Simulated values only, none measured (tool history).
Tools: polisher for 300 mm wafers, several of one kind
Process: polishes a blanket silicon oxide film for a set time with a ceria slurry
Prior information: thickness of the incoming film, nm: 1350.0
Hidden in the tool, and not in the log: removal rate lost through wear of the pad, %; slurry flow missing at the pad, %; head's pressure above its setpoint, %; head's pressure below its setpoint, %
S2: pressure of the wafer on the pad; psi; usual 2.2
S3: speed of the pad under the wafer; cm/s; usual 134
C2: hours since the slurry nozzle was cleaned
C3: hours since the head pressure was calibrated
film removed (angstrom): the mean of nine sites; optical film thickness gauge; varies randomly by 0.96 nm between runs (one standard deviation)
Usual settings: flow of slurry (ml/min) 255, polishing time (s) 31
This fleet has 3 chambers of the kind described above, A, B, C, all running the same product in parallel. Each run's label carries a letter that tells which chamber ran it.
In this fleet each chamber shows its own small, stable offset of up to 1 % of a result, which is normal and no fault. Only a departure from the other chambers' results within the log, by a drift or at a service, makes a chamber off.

run 1C hour=8.4 | flow_of_slurry_(ml/min)=255 S2=2.2 S3=134 polishing_time_(s)=31 | wafers_polished_on_this_pad=1130 C2=430.7 C3=59.5 | film_removed_(angstrom)=1067.70
-- hour=15.5 chamber C: worn pad replaced by a new one
run 2B hour=21.1 | flow_of_slurry_(ml/min)=255 S2=2.2 S3=134 polishing_time_(s)=31 | wafers_polished_on_this_pad=685 C2=401.6 C3=61.7 | film_removed_(angstrom)=1054.40
run 3A hour=29.9 | flow_of_slurry_(ml/min)=255 S2=2.2 S3=134 polishing_time_(s)=31 | wafers_polished_on_this_pad=468 C2=87.9 C3=927.9 | film_removed_(angstrom)=1046.80
run 4C hour=38.3 | flow_of_slurry_(ml/min)=255 S2=2.2 S3=134 polishing_time_(s)=31 | wafers_polished_on_this_pad=183 C2=460.6 C3=89.4 | film_removed_(angstrom)=1054.60
run 5A hour=49.1 | flow_of_slurry_(ml/min)=255 S2=2.2 S3=134 polishing_time_(s)=31 | wafers_polished_on_this_pad=623 C2=107.1 C3=947.1 | film_removed_(angstrom)=1048.20
run 6B hour=62.1 | flow_of_slurry_(ml/min)=255 S2=2.2 S3=134 polishing_time_(s)=31 | wafers_polished_on_this_pad=1014 C2=442.6 C3=102.7 | film_removed_(angstrom)=1062.30
-- hour=63.3 chamber A: worn pad replaced by a new one
run 7C hour=71.3 | flow_of_slurry_(ml/min)=255 S2=2.2 S3=134 polishing_time_(s)=31 | wafers_polished_on_this_pad=448 C2=493.6 C3=122.4 | film_removed_(angstrom)=1056.80
run 8A hour=78.8 | flow_of_slurry_(ml/min)=255 S2=2.2 S3=134 polishing_time_(s)=31 | wafers_polished_on_this_pad=125 C2=136.8 C3=976.8 | film_removed_(angstrom)=1053.80
run 9B hour=89.7 | flow_of_slurry_(ml/min)=255 S2=2.2 S3=134 polishing_time_(s)=31 | wafers_polished_on_this_pad=1236 C2=470.2 C3=130.3 | film_removed_(angstrom)=1067.70
-- hour=91.8 chamber B: worn pad replaced by a new one
run 10C hour=102.3 | flow_of_slurry_(ml/min)=255 S2=2.2 S3=134 polishing_time_(s)=31 | wafers_polished_on_this_pad=697 C2=524.6 C3=153.4 | film_removed_(angstrom)=1063.70
run 11B hour=111.5 | flow_of_slurry_(ml/min)=255 S2=2.2 S3=134 polishing_time_(s)=31 | wafers_polished_on_this_pad=158 C2=492.0 C3=152.1 | film_removed_(angstrom)=1056.80
run 12A hour=122.2 | flow_of_slurry_(ml/min)=255 S2=2.2 S3=134 polishing_time_(s)=31 | wafers_polished_on_this_pad=473 C2=180.2 C3=1020.2 | film_removed_(angstrom)=1070.60
run 13B hour=131.2 | flow_of_slurry_(ml/min)=255 S2=2.2 S3=134 polishing_time_(s)=31 | wafers_polished_on_this_pad=316 C2=511.7 C3=171.8 | film_removed_(angstrom)=1032.10
-- hour=134.0 chamber A: worn pad replaced by a new one
run 14A hour=141.3 | flow_of_slurry_(ml/min)=255 S2=2.2 S3=134 polishing_time_(s)=31 | wafers_polished_on_this_pad=58 C2=199.3 C3=1039.3 | film_removed_(angstrom)=1062.80
run 15C hour=148.3 | flow_of_slurry_(ml/min)=255 S2=2.2 S3=134 polishing_time_(s)=31 | wafers_polished_on_this_pad=1067 C2=570.6 C3=199.4 | film_removed_(angstrom)=1050.20
run 16C hour=155.1 | flow_of_slurry_(ml/min)=255 S2=2.2 S3=134 polishing_time_(s)=31 | wafers_polished_on_this_pad=1122 C2=577.4 C3=206.2 | film_removed_(angstrom)=1066.50
-- hour=161.7 chamber C: worn pad replaced by a new one
run 17B hour=163.2 | flow_of_slurry_(ml/min)=255 S2=2.2 S3=134 polishing_time_(s)=31 | wafers_polished_on_this_pad=573 C2=543.7 C3=203.8 | film_removed_(angstrom)=1075.20
run 18A hour=170.1 | flow_of_slurry_(ml/min)=255 S2=2.2 S3=134 polishing_time_(s)=31 | wafers_polished_on_this_pad=290 C2=228.1 C3=1068.1 | film_removed_(angstrom)=1049.30
run 19C hour=176.2 | flow_of_slurry_(ml/min)=255 S2=2.2 S3=92 polishing_time_(s)=31 | wafers_polished_on_this_pad=117 C2=598.5 C3=227.3 | film_removed_(angstrom)=716.64
run 20B hour=186.0 | flow_of_slurry_(ml/min)=255 S2=2.2 S3=92 polishing_time_(s)=31 | wafers_polished_on_this_pad=757 C2=566.5 C3=226.6 | film_removed_(angstrom)=701.19

What goes on in this fleet: one chamber off, a drifting gauge, or nothing beyond the chambers' own small offsets? Name the chamber and the cause, if any.

Neither any chamber nor the gauge drifts; the chambers differ only by their own small, steady offsets.
